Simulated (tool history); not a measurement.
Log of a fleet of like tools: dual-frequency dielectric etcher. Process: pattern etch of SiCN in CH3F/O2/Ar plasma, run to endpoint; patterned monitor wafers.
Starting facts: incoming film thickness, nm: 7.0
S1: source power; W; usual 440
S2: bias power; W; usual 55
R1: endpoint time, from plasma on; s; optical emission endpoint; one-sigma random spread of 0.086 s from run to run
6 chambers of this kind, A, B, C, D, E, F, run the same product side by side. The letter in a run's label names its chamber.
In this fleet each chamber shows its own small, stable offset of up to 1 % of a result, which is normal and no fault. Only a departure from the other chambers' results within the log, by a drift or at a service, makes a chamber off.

run 1A hour=4.4 | S1=440 S2=55 | R1=19.862
run 2E hour=8.6 | S1=440 S2=55 | R1=19.6
run 3C hour=11.9 | S1=440 S2=55 | R1=19.731
run 4F hour=17.4 | S1=440 S2=55 | R1=19.812
-- hour=23.7 chamber C: wet clean of the chamber
run 5B hour=23.9 | S1=440 S2=55 | R1=19.643
run 6D hour=29.2 | S1=440 S2=55 | R1=19.764
run 7A hour=32.4 | S1=440 S2=55 | R1=19.724
run 8B hour=38.3 | S1=440 S2=55 | R1=19.589
-- hour=41.8 chamber F: wet clean of the chamber
run 9D hour=43.8 | S1=440 S2=55 | R1=19.793
run 10C hour=48 | S1=440 S2=55 | R1=19.564
run 11F hour=53.7 | S1=350 S2=55 | R1=21.652
run 12E hour=58.7 | S1=350 S2=55 | R1=21.267
run 13C hour=65.6 | S1=350 S2=55 | R1=21.389
run 14F hour=70 | S1=350 S2=55 | R1=21.45
run 15B hour=73.3 | S1=350 S2=55 | R1=21.393
run 16A hour=78.1 | S1=350 S2=55 | R1=21.585
run 17E hour=82 | S1=340 S2=49 | R1=22.68
run 18D hour=87.9 | S1=340 S2=49 | R1=22.471
run 19B hour=93.2 | S1=340 S2=49 | R1=22.526
run 20F hour=98.2 | S1=340 S2=49 | R1=22.715
run 21E hour=101.4 | S1=340 S2=49 | R1=22.521
run 22D hour=107.5 | S1=340 S2=49 | R1=22.5
run 23A hour=111.8 | S1=440 S2=55 | R1=19.998
run 24C hour=118.2 | S1=440 S2=55 | R1=19.806
run 25F hour=122.5 | S1=440 S2=55 | R1=19.69
run 26C hour=126.2 | S1=360 S2=55 | R1=21.089
run 27E hour=132.8 | S1=360 S2=55 | R1=21.262
run 28D hour=137.4 | S1=360 S2=55 | R1=21.125
run 29B hour=142.2 | S1=360 S2=55 | R1=21.126
run 30A hour=146.7 | S1=360 S2=55 | R1=21.345
run 31B hour=150.3 | S1=360 S2=55 | R1=21.28
run 32F hour=153.6 | S1=440 S2=55 | R1=19.785
run 33E hour=158 | S1=490 S2=64 | R1=18.057
-- hour=158.9 chamber A: wet clean of the chamber
run 34A hour=162.6 | S1=490 S2=64 | R1=17.963
run 35C hour=168.2 | S1=490 S2=64 | R1=17.869
run 36D hour=174 | S1=490 S2=64 | R1=17.911

Next, every chamber runs the same settings. What will each give?
run 37A hour=179 | S1=440 S2=55 | R1=?
run 37B hour=179 | S1=440 S2=55 | R1=?
run 37C hour=179 | S1=440 S2=55 | R1=?
run 37D hour=179 | S1=440 S2=55 | R1=?
run 37E hour=179 | S1=440 S2=55 | R1=?
run 37F hour=179 | S1=440 S2=55 | R1=?

run=37A R1=19.781
run=37B R1=19.615
run=37C R1=19.776
run=37D R1=19.611
run=37E R1=19.796
run=37F R1=19.772
